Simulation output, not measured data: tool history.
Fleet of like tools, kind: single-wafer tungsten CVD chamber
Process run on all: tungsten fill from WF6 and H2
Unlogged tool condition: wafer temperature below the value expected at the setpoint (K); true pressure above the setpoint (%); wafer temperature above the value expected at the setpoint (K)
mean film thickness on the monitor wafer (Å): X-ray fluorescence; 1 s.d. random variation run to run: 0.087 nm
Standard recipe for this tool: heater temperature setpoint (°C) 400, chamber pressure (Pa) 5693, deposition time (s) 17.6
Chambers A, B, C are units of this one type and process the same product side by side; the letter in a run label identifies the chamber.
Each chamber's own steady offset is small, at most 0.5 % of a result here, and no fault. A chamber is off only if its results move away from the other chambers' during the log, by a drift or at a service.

run,hour,heater temperature setpoint (°C),chamber pressure (Pa),deposition time (s),hours since the last thermocouple change,hours since the last manometer calibration,"read-back reference wafer on the same gauge, thickness_nm",mean film thickness on the monitor wafer (Å)
1B,2.8,400,5693,17.6,2744.5,1667.1,71.001,600.61
# hour 4.8: chamber C: capacitance manometer re-zeroed and calibrated
2C,4.9,400,5693,17.6,202.9,0.2,70.992,602.45
3A,9.5,400,5693,17.6,988,1501.4,70.966,601.84
# hour 10.5: chamber B: thermocouple changed; heater temperature recalibrated
4B,12.3,400,5693,17.6,1.9,1676.6,70.971,599.33
5C,17.2,400,5693,17.6,215.2,12.5,70.946,602.42
6A,20.6,400,5693,17.6,999.1,1512.5,70.943,601.74
7C,25.3,400,5693,17.6,223.3,20.6,70.916,602.43
8B,27.5,400,5693,17.6,17.1,1691.8,70.921,599.71
9A,30.3,400,5693,17.6,1008.8,1522.2,70.893,602.08
10A,35,400,5693,17.6,1013.5,1526.9,70.895,602.95
11C,37.2,400,5213,17.6,235.2,32.5,70.844,577.91
12B,42,400,5213,17.6,31.6,1706.3,70.853,575.88
13A,45.8,400,5213,17.6,1024.3,1537.7,70.854,578.48
14B,49.1,400,5693,17.6,38.7,1713.4,70.821,598.25
15C,51.8,400,5693,17.6,249.8,47.1,70.805,600.94
16A,55.1,400,5693,17.6,1033.6,1547,70.827,602.65
17C,60,400,5693,17.6,258,55.3,70.791,602
18B,64.2,400,5693,17.6,53.8,1728.5,70.803,598.09
19B,68.3,400,5693,17.6,57.9,1732.6,70.761,597.37
20C,70.6,400,5693,17.6,268.6,65.9,70.783,600.86
21A,73.2,400,5693,17.6,1051.7,1565.1,70.737,600.39
22B,77.6,405,6933,17.6,67.2,1741.9,70.753,713.37
23A,81.1,405,6933,17.6,1059.6,1573,70.722,717.37
24C,84.1,405,6933,17.6,282.1,79.4,70.713,716.86
25A,87.5,400,5693,17.6,1066,1579.4,70.697,600.19
26B,90.7,400,5693,17.6,80.3,1755,70.707,599.23
27C,94.2,400,5693,17.6,292.2,89.5,70.692,599.67
28C,99,400,5693,17.6,297,94.3,70.642,597.89
29A,102.5,400,5693,17.6,1081,1594.4,70.669,600.29
30B,105.7,400,5693,17.6,95.3,1770,70.629,598.11
31C,110.1,400,5693,17.6,308.1,105.4,70.622,598.74
32A,112.6,389,4600,17.6,1091.1,1604.5,70.625,441.88
33B,115.4,389,4600,17.6,105,1779.7,70.585,442.25
34A,118.8,389,4600,17.6,1097.3,1610.7,70.574,441.29

All 3 chambers run these settings next. Forecast each chamber's results:
35A,122.3,400,5693,17.6,,,,?
35B,122.3,400,5693,17.6,,,,?
35C,122.3,400,5693,17.6,,,,?

run,mean film thickness on the monitor wafer (Å)
35A,599.3
35B,594.73
35C,600.3
